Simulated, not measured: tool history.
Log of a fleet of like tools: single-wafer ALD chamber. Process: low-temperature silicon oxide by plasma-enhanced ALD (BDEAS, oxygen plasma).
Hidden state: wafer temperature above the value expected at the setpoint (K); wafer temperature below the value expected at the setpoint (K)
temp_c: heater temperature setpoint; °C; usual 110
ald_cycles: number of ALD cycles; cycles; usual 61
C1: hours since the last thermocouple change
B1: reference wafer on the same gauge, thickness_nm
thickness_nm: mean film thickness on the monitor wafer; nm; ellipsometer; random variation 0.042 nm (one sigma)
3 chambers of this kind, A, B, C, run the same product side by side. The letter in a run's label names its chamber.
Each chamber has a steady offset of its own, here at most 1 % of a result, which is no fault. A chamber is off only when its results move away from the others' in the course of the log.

{"run": "1C", "hour": 4.9, "temp_c": 110, "ald_cycles": 61, "C1": 1459.7, "B1": 8.7246, "thickness_nm": 8.5628}
{"run": "2A", "hour": 12.9, "temp_c": 110, "ald_cycles": 61, "C1": 1431.7, "B1": 8.73, "thickness_nm": 8.6423}
{"run": "3B", "hour": 21.2, "temp_c": 110, "ald_cycles": 61, "C1": 885.6, "B1": 8.7272, "thickness_nm": 8.4358}
{"run": "4C", "hour": 30.7, "temp_c": 110, "ald_cycles": 61, "C1": 1485.5, "B1": 8.7273, "thickness_nm": 8.4917}
{"run": "5A", "hour": 36.5, "temp_c": 110, "ald_cycles": 61, "C1": 1455.3, "B1": 8.7206, "thickness_nm": 8.5804}
{"run": "6B", "hour": 44.0, "temp_c": 96, "ald_cycles": 61, "C1": 908.4, "B1": 8.7337, "thickness_nm": 8.733}
{"run": "7C", "hour": 49.5, "temp_c": 96, "ald_cycles": 61, "C1": 1504.3, "B1": 8.7321, "thickness_nm": 8.8529}
{"hour": 56.1, "done": "chamber A: thermocouple changed; heater temperature recalibrated"}
{"run": "8B", "hour": 59.9, "temp_c": 96, "ald_cycles": 61, "C1": 924.3, "B1": 8.734, "thickness_nm": 8.7833}
{"run": "9A", "hour": 69.4, "temp_c": 110, "ald_cycles": 71, "C1": 13.4, "B1": 8.726, "thickness_nm": 9.9872}
{"run": "10A", "hour": 79.8, "temp_c": 110, "ald_cycles": 71, "C1": 23.8, "B1": 8.7275, "thickness_nm": 9.9885}
{"run": "11B", "hour": 85.2, "temp_c": 110, "ald_cycles": 71, "C1": 949.6, "B1": 8.7276, "thickness_nm": 9.8797}
{"run": "12C", "hour": 96.0, "temp_c": 110, "ald_cycles": 61, "C1": 1550.8, "B1": 8.7296, "thickness_nm": 8.5586}
{"run": "13A", "hour": 103.2, "temp_c": 110, "ald_cycles": 61, "C1": 47.2, "B1": 8.7316, "thickness_nm": 8.5356}
{"run": "14B", "hour": 113.7, "temp_c": 110, "ald_cycles": 61, "C1": 978.1, "B1": 8.7302, "thickness_nm": 8.501}
{"run": "15C", "hour": 122.3, "temp_c": 110, "ald_cycles": 61, "C1": 1577.1, "B1": 8.7297, "thickness_nm": 8.6055}
{"run": "16B", "hour": 132.0, "temp_c": 110, "ald_cycles": 61, "C1": 996.4, "B1": 8.7363, "thickness_nm": 8.4151}
{"run": "17A", "hour": 140.6, "temp_c": 110, "ald_cycles": 61, "C1": 84.6, "B1": 8.7268, "thickness_nm": 8.5889}
{"run": "18C", "hour": 151.0, "temp_c": 110, "ald_cycles": 61, "C1": 1605.8, "B1": 8.7254, "thickness_nm": 8.5304}
{"run": "19C", "hour": 157.5, "temp_c": 110, "ald_cycles": 61, "C1": 1612.3, "B1": 8.7187, "thickness_nm": 8.5859}
{"run": "20A", "hour": 166.9, "temp_c": 110, "ald_cycles": 61, "C1": 110.9, "B1": 8.7299, "thickness_nm": 8.4954}
{"run": "21B", "hour": 175.3, "temp_c": 110, "ald_cycles": 61, "C1": 1039.7, "B1": 8.7294, "thickness_nm": 8.55}
{"run": "22A", "hour": 181.5, "temp_c": 121, "ald_cycles": 66, "C1": 125.5, "B1": 8.7315, "thickness_nm": 9.0535}
{"run": "23C", "hour": 192.3, "temp_c": 121, "ald_cycles": 66, "C1": 1647.1, "B1": 8.7259, "thickness_nm": 9.1523}
{"run": "24B", "hour": 200.4, "temp_c": 121, "ald_cycles": 66, "C1": 1064.8, "B1": 8.7255, "thickness_nm": 9.0599}
{"run": "25C", "hour": 208.2, "temp_c": 110, "ald_cycles": 68, "C1": 1663, "B1": 8.7168, "thickness_nm": 9.5683}
{"run": "26B", "hour": 216.3, "temp_c": 110, "ald_cycles": 68, "C1": 1080.7, "B1": 8.7364, "thickness_nm": 9.4496}
{"run": "27A", "hour": 222.9, "temp_c": 110, "ald_cycles": 68, "C1": 166.9, "B1": 8.7262, "thickness_nm": 9.5725}
{"run": "28B", "hour": 228.0, "temp_c": 110, "ald_cycles": 61, "C1": 1092.4, "B1": 8.7293, "thickness_nm": 8.4744}
{"run": "29A", "hour": 234.9, "temp_c": 110, "ald_cycles": 61, "C1": 178.9, "B1": 8.7244, "thickness_nm": 8.5757}

Is one chamber off against the others, does the gauge drift, or is nothing wrong? If a chamber is off, say which, and what the likeliest cause is.

No chamber stands off beyond its own small offset, and the gauge holds steady.
